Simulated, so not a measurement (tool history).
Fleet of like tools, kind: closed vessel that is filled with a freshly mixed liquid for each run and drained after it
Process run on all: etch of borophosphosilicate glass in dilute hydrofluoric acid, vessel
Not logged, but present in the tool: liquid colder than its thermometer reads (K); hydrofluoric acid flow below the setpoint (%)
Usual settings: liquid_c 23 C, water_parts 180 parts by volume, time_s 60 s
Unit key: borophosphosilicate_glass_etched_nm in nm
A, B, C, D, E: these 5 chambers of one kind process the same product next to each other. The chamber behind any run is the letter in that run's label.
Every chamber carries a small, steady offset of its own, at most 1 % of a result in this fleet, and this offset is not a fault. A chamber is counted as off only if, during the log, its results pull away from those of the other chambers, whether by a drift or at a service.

run   hour  liquid_c  water_parts  time_s  hours since the thermometer was replaced  hours since the hydrofluoric acid flow meter was replaced  read-back film thickness of the borophosphosilicate glass reference wafer, read on the same gauge (nm)  borophosphosilicate_glass_etched_nm
 1E    2.8        23          180      60                                    2888.3                                                        802                                                                                                  40.001                               16.704
 2D    6.3        23          180      60                                    1203.7                                                      691.8                                                                                                   39.99                               16.794
 3B    9.9        23          180      60                                     143.6                                                     1864.3                                                                                                   39.99                               16.873
 4C   12.2        23          180      60                                    2058.3                                                      783.8                                                                                                  40.003                               16.802
 5A   14.7        23          180      60                                     493.1                                                     1586.6                                                                                                  40.008                               16.728
 6A   19.6        19          180      70                                       498                                                     1591.5                                                                                                  40.003                               16.704
 7B   23.1        19          180      70                                     156.8                                                     1877.5                                                                                                  39.979                               17.088
 8E   27.2        19          180      70                                    2912.7                                                      826.4                                                                                                  40.015                               16.731
 9C   31.5        19          180      70                                    2077.6                                                      803.1                                                                                                  39.994                               16.719
10D   33.7        19          180      70                                    1231.1                                                      719.2                                                                                                  39.994                               16.857
11E   37.2        23          180      60                                    2922.7                                                      836.4                                                                                                  39.968                               16.759
12B   40.9        23          180      60                                     174.6                                                     1895.3                                                                                                  40.004                               16.934
13C   45.1      26.5          180      75                                    2091.2                                                      816.7                                                                                                   40.02                               23.873
14A     50      26.5          180      75                                     528.4                                                     1621.9                                                                                                  40.002                               23.952
15D   53.3      26.5          180      75                                    1250.7                                                      738.8                                                                                                  39.954                               23.762
16A   56.7      26.5          180      75                                     535.1                                                     1628.6                                                                                                  40.011                               23.818
17B   61.3      26.5          180      75                                       195                                                     1915.7                                                                                                  39.984                               24.073
18E   65.8        23          180      60                                    2951.3                                                        865                                                                                                  40.017                                 16.8
19D     69        23          180      60                                    1266.4                                                      754.5                                                                                                  40.014                               16.776
      72.1  -- chamber E: hydrofluoric acid flow meter replaced
20C   72.1        23          180      60                                    2118.2                                                      843.7                                                                                                  40.031                               16.759
21E   76.6        23          180      60                                    2962.1                                                        4.6                                                                                                  39.984                               16.813
22C   81.4        23          180      60                                    2127.5                                                        853                                                                                                  40.001                                 16.8
23D   83.7        23          180      60                                    1281.1                                                      769.2                                                                                                  40.007                               16.701
24A   88.9        23          240      60                                     567.3                                                     1660.8                                                                                                  40.031                               11.884
25B   92.1        23          240      60                                     225.8                                                     1946.5                                                                                                  40.008                               11.937
26E     95        23          240      60                                    2980.5                                                         23                                                                                                  39.977                               11.751
27D   99.3        23          240      60                                    1296.7                                                      784.8                                                                                                  39.997                               11.706
28A  102.2        23          240      60                                     580.6                                                     1674.1                                                                                                  39.998                               11.882
29C  105.9        23          180      60                                      2152                                                      877.5                                                                                                  40.005                               16.637
30B  110.7        23          180      60                                     244.4                                                     1965.1                                                                                                   40.01                               17.008
31B  114.2        23          120      60                                     247.9                                                     1968.6                                                                                                  40.035                               27.069
32A  117.9        23          120      60                                     596.3                                                     1689.8                                                                                                  39.993                               26.798
33C  121.6        23          120      60                                    2167.7                                                      893.2                                                                                                  39.996                                26.93
34E  126.8        23          120      60                                    3012.3                                                       54.8                                                                                                  40.013                                27.34
35D  130.6        23          120      60                                      1328                                                      816.1                                                                                                  39.975                               26.814
36D  133.8        23          180      60                                    1331.2                                                      819.3                                                                                                  40.036                               16.677
37B  138.1        23          180      60                                     271.8                                                     1992.5                                                                                                  39.991                               16.752
38C  141.1        23          180      60                                    2187.2                                                      912.7                                                                                                  40.022                               16.843
39E  143.6        23          180      60                                    3029.1                                                       71.6                                                                                                      40                               16.728
40A  148.5        23          180      60                                     626.9                                                     1720.4                                                                                                   39.98                               16.763
41C  151.3        23          180      60                                    2197.4                                                      922.9                                                                                                  39.986                               16.733

All chambers now run identical settings, listed one chamber a line with results as question marks. What results will each chamber show?
42A   155        23          180      60                                                                                                                                                                                                                                                 ?
42B   155        23          180      60                                                                                                                                                                                                                                                 ?
42C   155        23          180      60                                                                                                                                                                                                                                                 ?
42D   155        23          180      60                                                                                                                                                                                                                                                 ?
42E   155        23          180      60                                                                                                                                                                                                                                                 ?

run  borophosphosilicate_glass_etched_nm
42A                               16.775
42B                               16.772
42C                                16.55
42D                               16.659
42E                                16.87
